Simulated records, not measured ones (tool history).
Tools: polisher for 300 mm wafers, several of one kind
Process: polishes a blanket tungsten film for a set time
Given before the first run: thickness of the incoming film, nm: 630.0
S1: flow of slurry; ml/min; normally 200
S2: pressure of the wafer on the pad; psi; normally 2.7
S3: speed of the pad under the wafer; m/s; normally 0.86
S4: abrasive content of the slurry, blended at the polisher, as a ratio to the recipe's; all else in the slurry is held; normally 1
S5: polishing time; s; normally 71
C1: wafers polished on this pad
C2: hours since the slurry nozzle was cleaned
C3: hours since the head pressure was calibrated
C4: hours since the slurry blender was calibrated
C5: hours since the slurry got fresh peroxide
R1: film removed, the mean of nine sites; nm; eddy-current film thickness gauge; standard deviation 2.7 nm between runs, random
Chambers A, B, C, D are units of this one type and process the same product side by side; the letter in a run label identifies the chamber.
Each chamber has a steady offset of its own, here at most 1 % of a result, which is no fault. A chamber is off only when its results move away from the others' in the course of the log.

-- hour=0.1 chamber D: worn pad replaced by a new one
run 1D hour=3.8 | S1=200 S2=2.7 S3=0.86 S4=1 S5=71 | C1=42 C2=370.4 C3=1322.8 C4=138.7 C5=158.6 | R1=205.92
-- hour=5.5 chamber B: slurry nozzle cleaned
run 2A hour=6 | S1=200 S2=2.7 S3=0.86 S4=1 S5=71 | C1=101 C2=509.3 C3=550.6 C4=383.7 C5=25.7 | R1=206.71
-- hour=8.7 chamber D: slurry tank refilled with fresh slurry and peroxide
run 3C hour=9 | S1=200 S2=2.7 S3=0.86 S4=1 S5=71 | C1=466 C2=44.3 C3=848 C4=55.5 C5=22.8 | R1=206.74
run 4B hour=12.1 | S1=200 S2=2.7 S3=0.86 S4=1 S5=71 | C1=266 C2=6.6 C3=733.8 C4=66.8 C5=56.2 | R1=204.27
-- hour=16.8 chamber B: slurry tank refilled with fresh slurry and peroxide
run 5C hour=17 | S1=200 S2=2.7 S3=0.86 S4=1 S5=71 | C1=558 C2=52.3 C3=856 C4=63.5 C5=30.8 | R1=210.36
run 6D hour=21.4 | S1=200 S2=2.7 S3=0.86 S4=1 S5=71 | C1=245 C2=388 C3=1340.4 C4=156.3 C5=12.8 | R1=202.33
run 7A hour=24.3 | S1=200 S2=2.7 S3=0.86 S4=1 S5=71 | C1=312 C2=527.6 C3=568.9 C4=402 C5=44 | R1=210.43
-- hour=24.7 chamber C: worn pad replaced by a new one
run 8B hour=28.5 | S1=200 S2=2.7 S3=0.86 S4=1 S5=71 | C1=455 C2=23 C3=750.2 C4=83.2 C5=11.8 | R1=206.38
run 9D hour=33.3 | S1=200 S2=3.1 S3=0.86 S4=1 S5=71 | C1=383 C2=399.9 C3=1352.3 C4=168.2 C5=24.7 | R1=234.71
run 10C hour=37.1 | S1=200 S2=3.1 S3=0.86 S4=1 S5=71 | C1=144 C2=72.4 C3=876.1 C4=83.6 C5=50.9 | R1=233.17
-- hour=39.6 chamber B: worn pad replaced by a new one
run 11B hour=39.6 | S1=200 S2=3.1 S3=0.86 S4=1 S5=71 | C1=0 C2=34.1 C3=761.3 C4=94.3 C5=22.9 | R1=237.23
run 12A hour=43.2 | S1=200 S2=3.1 S3=0.86 S4=1 S5=71 | C1=530 C2=546.5 C3=587.8 C4=420.9 C5=62.9 | R1=243.28
-- hour=45.5 chamber A: slurry tank refilled with fresh slurry and peroxide
run 13D hour=46.6 | S1=200 S2=2.7 S3=0.86 S4=1 S5=62 | C1=536 C2=413.2 C3=1365.6 C4=181.5 C5=38 | R1=182.1
-- hour=48.9 chamber D: worn pad replaced by a new one
-- hour=50.2 chamber A: slurry blender recalibrated
run 14C hour=51.5 | S1=200 S2=2.7 S3=0.86 S4=1 S5=62 | C1=310 C2=86.8 C3=890.5 C4=98 C5=65.3 | R1=182.61
run 15A hour=54.8 | S1=200 S2=2.7 S3=0.86 S4=1 S5=62 | C1=664 C2=558.1 C3=599.4 C4=4.6 C5=9.4 | R1=178.69
run 16B hour=59.4 | S1=200 S2=2.7 S3=0.86 S4=1 S5=62 | C1=228 C2=53.9 C3=781.1 C4=114.1 C5=42.7 | R1=180.15
-- hour=60.9 chamber A: worn pad replaced by a new one
run 17C hour=64.4 | S1=200 S2=2.7 S3=0.86 S4=1 S5=71 | C1=459 C2=99.7 C3=903.4 C4=110.9 C5=78.2 | R1=204.8
run 18A hour=69.2 | S1=200 S2=2.7 S3=0.86 S4=1 S5=71 | C1=95 C2=572.5 C3=613.8 C4=19 C5=23.8 | R1=203.66
run 19B hour=73.3 | S1=200 S2=2.7 S3=0.86 S4=1 S5=71 | C1=389 C2=67.8 C3=795 C4=128 C5=56.6 | R1=207.88
run 20D hour=76.1 | S1=200 S2=3 S3=0.86 S4=1 S5=71 | C1=313 C2=442.7 C3=1395.1 C4=211 C5=67.5 | R1=234.05
-- hour=76.4 chamber B: slurry tank refilled with fresh slurry and peroxide
run 21A hour=79.1 | S1=200 S2=3 S3=0.86 S4=1 S5=71 | C1=210 C2=582.4 C3=623.7 C4=28.9 C5=33.7 | R1=233.35
-- hour=80.7 chamber C: worn pad replaced by a new one
run 22D hour=81.3 | S1=200 S2=3 S3=0.86 S4=1 S5=71 | C1=373 C2=447.9 C3=1400.3 C4=216.2 C5=72.7 | R1=228.42
run 23B hour=84 | S1=200 S2=3 S3=0.86 S4=1 S5=71 | C1=512 C2=78.5 C3=805.7 C4=138.7 C5=7.7 | R1=231.06
-- hour=85.2 chamber C: slurry tank refilled with fresh slurry and peroxide
-- hour=87.7 chamber B: worn pad replaced by a new one
run 24C hour=88.4 | S1=200 S2=2.7 S3=0.86 S4=1 S5=71 | C1=89 C2=123.7 C3=927.4 C4=134.9 C5=3.2 | R1=203.02
run 25D hour=90.9 | S1=200 S2=2.7 S3=0.86 S4=1 S5=71 | C1=484 C2=457.5 C3=1409.9 C4=225.8 C5=82.3 | R1=208.05
-- hour=95.3 chamber C: head pressure recalibrated
run 26C hour=95.8 | S1=200 S2=2.7 S3=0.86 S4=1 S5=71 | C1=174 C2=131.1 C3=0.6 C4=142.3 C5=10.6 | R1=199.2
run 27B hour=98.4 | S1=200 S2=2.7 S3=0.86 S4=1 S5=71 | C1=123 C2=92.9 C3=820.1 C4=153.1 C5=22.1 | R1=206.72
-- hour=100.5 chamber A: head pressure recalibrated
run 28A hour=101 | S1=200 S2=2.7 S3=0.86 S4=1 S5=71 | C1=462 C2=604.3 C3=0.5 C4=50.8 C5=55.6 | R1=203.41
-- hour=101.6 chamber D: worn pad replaced by a new one
run 29C hour=105.8 | S1=200 S2=2.7 S3=0.86 S4=1 S5=71 | C1=290 C2=141.1 C3=10.6 C4=152.3 C5=20.6 | R1=200.45
run 30D hour=108.6 | S1=200 S2=2.7 S3=0.86 S4=1 S5=58 | C1=81 C2=475.2 C3=1427.6 C4=243.5 C5=100 | R1=169.89
run 31A hour=112.5 | S1=200 S2=2.7 S3=0.86 S4=1 S5=58 | C1=595 C2=615.8 C3=12 C4=62.3 C5=67.1 | R1=168.87
run 32B hour=115.5 | S1=200 S2=2.7 S3=0.86 S4=1 S5=58 | C1=321 C2=110 C3=837.2 C4=170.2 C5=39.2 | R1=165.29
-- hour=116.3 chamber A: slurry tank refilled with fresh slurry and peroxide
run 33C hour=119.7 | S1=200 S2=2.7 S3=0.86 S4=1 S5=58 | C1=450 C2=155 C3=24.5 C4=166.2 C5=34.5 | R1=163.16
-- hour=120.6 chamber D: slurry nozzle cleaned
run 34A hour=124.3 | S1=155 S2=2.7 S3=0.86 S4=1 S5=71 | C1=731 C2=627.6 C3=23.8 C4=74.1 C5=8.1 | R1=200.7
-- hour=126.2 chamber A: worn pad replaced by a new one
-- hour=127.8 chamber D: slurry blender recalibrated
run 35D hour=129 | S1=155 S2=2.7 S3=0.86 S4=1 S5=71 | C1=316 C2=8.5 C3=1448 C4=1.2 C5=120.4 | R1=200.96
run 36B hour=133.4 | S1=155 S2=2.7 S3=0.86 S4=1 S5=71 | C1=527 C2=127.9 C3=855.1 C4=188.1 C5=57.1 | R1=203.01
-- hour=135.5 chamber D: head pressure recalibrated
run 37B hour=135.7 | S1=155 S2=2.7 S3=0.86 S4=1 S5=71 | C1=554 C2=130.2 C3=857.4 C4=190.4 C5=59.4 | R1=201.73
run 38D hour=139.4 | S1=200 S2=2.7 S3=0.86 S4=1 S5=71 | C1=436 C2=18.9 C3=4 C4=11.6 C5=130.8 | R1=207.05
run 39A hour=144.1 | S1=200 S2=2.7 S3=0.86 S4=1 S5=71 | C1=206 C2=647.4 C3=43.6 C4=93.9 C5=27.9 | R1=205.42

Decide between three cases: one chamber stands off from its peers, the gauge reading all wafers drifts, or nothing is wrong past each chamber's small offset. Where a chamber is off, say which and what most likely put it there.

One chamber, C, drifts off from the rest bit by bit.
Likeliest cause: abrasive missing from the slurry, % = 27.1.
From this log alone, it may not be told apart from: slurry flow missing at the pad, %.

Here are 4 candidates for chamber C's next run, each the usual settings with a change, their results left as question marks. Which one brings its results back in line with what the others give on the usual settings?
Maximum distance from the other chambers' mean on the usual settings for a result to count as in line: R1 9.4 nm
run 40C-1 hour=147.8 | S1=200 S2=2.7 S3=0.86 S4=0.75 S5=71 | R1=?
run 40C-2 hour=147.8 | S1=200 S2=2.7 S3=0.92 S4=1 S5=77 | R1=?
run 40C-3 hour=147.8 | S1=200 S2=2.7 S3=0.8 S4=1 S5=66 | R1=?
run 40C-4 hour=147.8 | S1=200 S2=2.7 S3=0.9 S4=1 S5=74 | R1=?

What the other chambers average on the usual settings: R1 206.18 nm
run=40C-1 R1=179.99
run=40C-2 R1=222.18
run=40C-3 R1=165.95
run=40C-4 R1=208.95
40C-4 brings the chamber back in line.

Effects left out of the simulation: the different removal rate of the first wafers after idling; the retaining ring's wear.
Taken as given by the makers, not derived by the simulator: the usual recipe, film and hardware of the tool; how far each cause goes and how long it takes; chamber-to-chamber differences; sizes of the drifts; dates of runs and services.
